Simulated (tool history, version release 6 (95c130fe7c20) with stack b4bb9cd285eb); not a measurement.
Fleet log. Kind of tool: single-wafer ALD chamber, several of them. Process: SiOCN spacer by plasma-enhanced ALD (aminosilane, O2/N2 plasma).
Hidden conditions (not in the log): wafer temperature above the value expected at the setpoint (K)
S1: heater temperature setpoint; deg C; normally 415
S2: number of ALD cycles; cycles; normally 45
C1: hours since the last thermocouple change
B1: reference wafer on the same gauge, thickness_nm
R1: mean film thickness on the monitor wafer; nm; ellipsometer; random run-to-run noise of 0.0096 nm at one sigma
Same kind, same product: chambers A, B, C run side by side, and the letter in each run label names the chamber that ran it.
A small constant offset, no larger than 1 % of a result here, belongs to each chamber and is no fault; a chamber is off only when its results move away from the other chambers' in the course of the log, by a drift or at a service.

run,hour,S1,S2,C1,B1,R1
1B,5.7,415,45,1121.5,3.0310,2.6113
2A,11.1,415,45,1248.3,3.0293,2.5904
3C,17.8,415,45,1232.9,3.0327,2.5811
4B,24.6,415,45,1140.4,3.0301,2.5839
5A,31.6,415,45,1268.8,3.0284,2.5631
6C,37.3,415,45,1252.4,3.0306,2.5676
7A,46.2,415,45,1283.4,3.0270,2.5843
8C,50.9,415,45,1266.0,3.0292,2.5895
9B,56.5,415,45,1172.3,3.0304,2.6069
10A,65.4,415,45,1302.6,3.0314,2.5765
11C,72.4,415,45,1287.5,3.0268,2.5759
12B,78.6,415,45,1194.4,3.0292,2.5912
13B,84.5,415,45,1200.3,3.0285,2.6018
14C,92.3,415,45,1307.4,3.0312,2.5716
15A,96.8,415,45,1334.0,3.0310,2.5801
16C,103.3,415,45,1318.4,3.0324,2.5536
17A,112.4,415,45,1349.6,3.0330,2.5842
18B,121.4,415,45,1237.2,3.0301,2.5684
19B,125.7,415,45,1241.5,3.0309,2.5909
20A,130.3,415,45,1367.5,3.0285,2.5765
21C,136.5,415,45,1351.6,3.0321,2.5756
22A,143.3,415,45,1380.5,3.0312,2.5685
23B,150.1,420,53,1265.9,3.0297,2.9965
24C,157.6,420,53,1372.7,3.0302,2.9843
25A,164.9,420,53,1402.1,3.0293,2.9969
26B,169.8,415,45,1285.6,3.0295,2.5884
27C,175.7,415,45,1390.8,3.0298,2.5764
28C,182.6,415,45,1397.7,3.0313,2.5825
29B,190.7,415,45,1306.5,3.0270,2.5901
30A,199.3,415,45,1436.5,3.0284,2.5732
31A,208.6,415,45,1445.8,3.0284,2.5639
32B,213.1,415,45,1328.9,3.0300,2.5791
33C,222.4,415,45,1437.5,3.0290,2.5710
34A,229.7,415,45,1466.9,3.0286,2.5896

One chamber off, gauge drift, or nothing amiss beyond the chambers' own small offsets? If it is a chamber, which one, and what is the likeliest cause?

Neither any chamber nor the gauge drifts; the chambers differ only by their own small, steady offsets.
